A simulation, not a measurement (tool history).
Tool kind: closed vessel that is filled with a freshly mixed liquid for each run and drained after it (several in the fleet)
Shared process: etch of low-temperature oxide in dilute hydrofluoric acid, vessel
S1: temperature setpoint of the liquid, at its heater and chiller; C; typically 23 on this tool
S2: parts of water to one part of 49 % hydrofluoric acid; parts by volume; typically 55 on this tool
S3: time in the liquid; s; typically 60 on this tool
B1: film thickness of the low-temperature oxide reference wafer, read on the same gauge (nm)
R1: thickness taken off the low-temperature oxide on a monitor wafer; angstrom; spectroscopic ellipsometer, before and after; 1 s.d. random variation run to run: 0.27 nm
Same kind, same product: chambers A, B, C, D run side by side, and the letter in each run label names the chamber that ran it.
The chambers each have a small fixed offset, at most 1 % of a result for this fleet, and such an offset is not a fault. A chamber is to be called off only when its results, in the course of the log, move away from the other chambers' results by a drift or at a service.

run	hour	S1	S2	S3	B1	R1
1C	5.5	23	55	60	79.984	288.68
2B	11.1	23	55	60	80.027	296.36
3A	21.2	23	55	60	79.978	296.84
4D	27.2	23	55	60	79.985	296.61
# hour 34.7: chamber C: hydrofluoric acid flow meter replaced
5B	35.1	23	55	60	79.941	298.26
6D	45.6	23	55	60	79.999	301.16
7C	51.6	23	55	60	80.033	288.58
8A	61.6	27.5	55	80	80.009	481.74
9B	72.1	27.5	55	80	79.999	468.48
10C	77.8	27.5	55	80	80.008	465.42
11A	85.7	27.5	55	80	79.998	484.63
12D	95.1	19	55	60	80.01	252.38
13A	101.8	19	55	60	79.993	251.7
14D	108.4	19	55	60	80.018	260.32
15B	119	19	55	60	80.025	251.49
16C	130	23	55	60	80.009	292.48
17C	137.4	23	55	60	80	292.73
18A	146	23	55	60	80.02	298.46
19B	154.7	23	55	60	79.984	294.46
20D	161.9	23	55	60	80.013	324.49
21D	167.5	23	55	60	79.985	321.13
22C	173.8	23	55	60	80.002	289.43
23B	179.3	23	55	60	79.981	296.93
24A	188.5	23	55	60	79.984	296.73

All 4 chambers run these settings next. Forecast each chamber's results:
25A	196.5	23	55	60		?
25B	196.5	23	55	60		?
25C	196.5	23	55	60		?
25D	196.5	23	55	60		?

run	R1
25A	298.31
25B	296.32
25C	296.15
25D	335.83
